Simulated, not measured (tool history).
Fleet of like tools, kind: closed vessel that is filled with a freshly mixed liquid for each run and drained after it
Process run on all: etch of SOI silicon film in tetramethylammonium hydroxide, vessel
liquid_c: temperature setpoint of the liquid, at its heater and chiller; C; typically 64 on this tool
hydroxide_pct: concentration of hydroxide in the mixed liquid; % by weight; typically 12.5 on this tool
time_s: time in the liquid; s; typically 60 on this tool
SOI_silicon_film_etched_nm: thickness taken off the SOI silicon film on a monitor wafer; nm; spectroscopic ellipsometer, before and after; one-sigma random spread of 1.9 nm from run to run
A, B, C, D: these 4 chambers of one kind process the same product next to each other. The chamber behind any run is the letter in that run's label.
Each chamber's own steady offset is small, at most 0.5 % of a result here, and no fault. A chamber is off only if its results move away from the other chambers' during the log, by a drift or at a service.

| run | hour | liquid_c | hydroxide_pct | time_s | read-back film thickness of the SOI silicon film reference wafer, read on the same gauge (nm) | SOI_silicon_film_etched_nm |
|---|---|---|---|---|---|---|
| 1A | 10.5 | 64 | 12.5 | 60 | 110.03 | 278.30 |
| 2D | 25.5 | 64 | 12.5 | 60 | 109.99 | 283.96 |
| 3C | 35.4 | 64 | 12.5 | 60 | 110.03 | 277.55 |
| 4B | 45.9 | 64 | 12.5 | 60 | 109.98 | 279.15 |
| 5D | 53.6 | 64 | 12.5 | 60 | 109.99 | 285.50 |
| 6A | 63.3 | 64 | 10.5 | 35 | 110.02 | 176.59 |
| 7C | 76.0 | 64 | 10.5 | 35 | 109.99 | 176.23 |
| 8B | 84.3 | 64 | 10.5 | 35 | 109.99 | 172.42 |
| 9D | 93.5 | 64 | 10.5 | 35 | 110.00 | 173.28 |
| 10C | 101.1 | 64 | 12.5 | 60 | 109.99 | 284.56 |
| 11A | 110.6 | 64 | 12.5 | 60 | 110.00 | 286.63 |
| 12B | 124.1 | 64 | 12.5 | 60 | 110.01 | 282.48 |
| 13A | 138.6 | 64 | 12.5 | 60 | 110.02 | 284.27 |
| 14B | 149.0 | 64 | 12.5 | 60 | 110.01 | 279.61 |
| 15C | 159.9 | 64 | 12.5 | 60 | 110.02 | 285.69 |
| 16D | 167.4 | 64 | 12.5 | 60 | 110.02 | 283.43 |
| 17B | 181.8 | 64 | 12.5 | 60 | 110.02 | 280.40 |
| 18D | 189.7 | 64 | 14.0 | 90 | 110.01 | 399.30 |
|  | 197.9 | chamber B: hydroxide flow meter replaced |
| 19A | 200.6 | 64 | 14.0 | 90 | 109.99 | 401.80 |
| 20C | 214.1 | 64 | 14.0 | 90 | 109.97 | 408.61 |
| 21D | 226.1 | 64 | 14.0 | 90 | 110.00 | 396.91 |
| 22A | 233.3 | 71 | 12.5 | 60 | 110.01 | 420.84 |
| 23B | 247.9 | 71 | 12.5 | 60 | 109.98 | 428.24 |
| 24C | 258.9 | 71 | 12.5 | 60 | 110.02 | 440.49 |
| 25B | 269.6 | 71 | 12.5 | 60 | 110.02 | 424.62 |
| 26A | 279.7 | 64 | 12.5 | 60 | 110.00 | 280.00 |
| 27D | 292.8 | 64 | 12.5 | 60 | 109.99 | 279.01 |
| 28C | 299.6 | 64 | 10.5 | 85 | 109.99 | 443.59 |
| 29A | 306.3 | 64 | 10.5 | 85 | 109.99 | 429.46 |
| 30B | 313.6 | 64 | 10.5 | 85 | 110.02 | 429.46 |
| 31D | 325.9 | 64 | 10.5 | 85 | 110.00 | 428.20 |
| 32C | 332.7 | 64 | 12.5 | 60 | 109.98 | 292.84 |
| 33C | 343.8 | 64 | 12.5 | 60 | 110.00 | 289.11 |
| 34D | 351.5 | 64 | 12.5 | 60 | 109.98 | 279.31 |
| 35A | 361.0 | 64 | 14.5 | 60 | 110.01 | 263.88 |
| 36B | 371.2 | 64 | 14.5 | 60 | 109.98 | 262.45 |
| 37B | 385.6 | 64 | 14.5 | 60 | 109.99 | 259.06 |
| 38D | 393.4 | 64 | 14.5 | 60 | 110.00 | 261.68 |
| 39C | 400.7 | 64 | 12.5 | 60 | 110.00 | 292.90 |

Does one chamber stand apart from the rest, does the shared gauge drift, or is all well apart from small per-chamber offsets? Give the chamber and the most likely cause, where there is one.

Chamber C drifts away from the others.
Most likely cause: liquid hotter than its thermometer reads (K) = 0.725.
The log may not tell that from: hydroxide flow below the setpoint (%).

Chamber C could run next with any of the 4 candidate recipes listed below; each alters the usual settings, and their results appear as question marks. Which one brings its results back in line with what the other chambers deliver on the usual settings?
Allowed miss from the other chambers' usual-settings mean, per result, to count as in line: SOI_silicon_film_etched_nm 6.70 nm
| 40C-1 | 411.6 | 64.5 | 12.5 | 60 |  | ? |
| 40C-2 | 411.6 | 64.0 | 10.0 | 60 |  | ? |
| 40C-3 | 411.6 | 63.5 | 12.5 | 60 |  | ? |
| 40C-4 | 411.6 | 64.0 | 12.5 | 55 |  | ? |

On the usual settings, the other chambers give on average: SOI_silicon_film_etched_nm 281.87 nm
| run | SOI_silicon_film_etched_nm |
|---|---|
| 40C-1 | 302.78 |
| 40C-2 | 319.41 |
| 40C-3 | 284.82 |
| 40C-4 | 269.12 |
The right change is 40C-3: it brings the chamber back within the allowed miss of the others.

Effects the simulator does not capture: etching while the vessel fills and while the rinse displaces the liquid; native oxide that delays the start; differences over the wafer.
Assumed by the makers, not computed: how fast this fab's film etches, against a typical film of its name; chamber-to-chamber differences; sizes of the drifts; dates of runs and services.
